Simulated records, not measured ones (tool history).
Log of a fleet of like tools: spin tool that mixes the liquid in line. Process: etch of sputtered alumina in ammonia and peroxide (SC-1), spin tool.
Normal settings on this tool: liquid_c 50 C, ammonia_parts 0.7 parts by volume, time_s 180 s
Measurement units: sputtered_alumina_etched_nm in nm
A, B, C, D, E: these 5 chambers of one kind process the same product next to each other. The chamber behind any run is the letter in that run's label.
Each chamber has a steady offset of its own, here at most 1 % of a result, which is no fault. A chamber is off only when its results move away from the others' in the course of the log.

run	hour	liquid_c	ammonia_parts	time_s	read-back film thickness of the sputtered alumina reference wafer, read on the same gauge (nm)	sputtered_alumina_etched_nm
# hour 1.7: chamber E: new drum of ammonia solution connected
1C	3.6	50	0.7	180	29.981	9.6713
2A	6.9	50	0.7	180	29.986	9.6168
3B	11.0	50	0.7	180	29.969	9.5696
4E	15.7	50	0.7	180	30.012	9.6698
5D	20.7	50	0.7	180	29.999	9.4351
6D	26.8	50	0.7	180	30.009	9.5846
7E	33.2	50	0.7	180	29.979	9.7803
8C	39.7	50	0.7	180	30.013	9.6861
9A	44.7	50	0.7	180	29.969	9.6023
10B	47.9	50	0.7	180	30.005	9.4506
11B	51.3	50	0.7	180	30.001	9.5444
12C	54.3	50	0.7	180	30.007	9.7695
# hour 56.7: chamber A: new drum of ammonia solution connected
13E	57.2	50	0.7	180	30.025	9.7012
14A	62.1	50	0.7	180	29.990	9.6709
15D	68.9	50	0.7	180	30.002	9.3088
# hour 74.0: chamber D: ammonia flow meter replaced
16A	75.3	50	0.7	180	29.997	9.6694
17D	79.7	50	0.7	180	30.011	9.1959
# hour 81.0: chamber B: new drum of ammonia solution connected
18C	83.1	50	0.7	180	30.022	9.6500
19E	86.7	50	0.7	180	30.010	9.7013
20B	90.2	50	0.7	180	29.969	9.6431
21B	95.8	50	0.7	180	29.980	9.6695
22C	102.4	50	0.7	180	29.981	9.8170
23A	108.6	50	0.7	180	29.988	9.5158
24D	114.8	50	0.7	180	30.016	8.9489
25E	119.2	50	0.7	180	29.960	9.4921
26E	123.0	50	1.0	130	29.963	7.2115
27A	127.5	50	1.0	130	30.035	7.1441
28B	131.7	50	1.0	130	29.986	7.2279
29D	137.5	50	1.0	130	30.001	6.3635
30C	140.7	50	1.0	130	29.982	7.2086
31E	144.1	50	0.7	180	30.000	9.6509

One chamber off, gauge drift, or nothing amiss beyond the chambers' own small offsets? If it is a chamber, which one, and what is the likeliest cause?

Little by little, chamber D moves away from the other chambers.
Most likely cause: temperature lost on the way to the wafer (K) = 2.03.
With only this log, it may be confused with: liquid colder than its thermometer reads (K).

Which of the 4 candidates below, each the usual settings with something changed and its results left as question marks, puts chamber D back in line with what the other chambers give on the usual settings?
To be in line, a result may differ from the other chambers' mean on the usual settings by at most: sputtered_alumina_etched_nm 0.3100 nm
32D-1	149.0	50	0.45	180		?
32D-2	149.0	51	0.70	195		?
32D-3	149.0	50	0.70	160		?
32D-4	149.0	51	0.70	180		?

The mean the other chambers reach with the usual settings: sputtered_alumina_etched_nm 9.6436 nm
run	sputtered_alumina_etched_nm
32D-1	8.1968
32D-2	9.7935
32D-3	7.5972
32D-4	9.0402
It is 32D-2 that realigns the chamber with its peers.
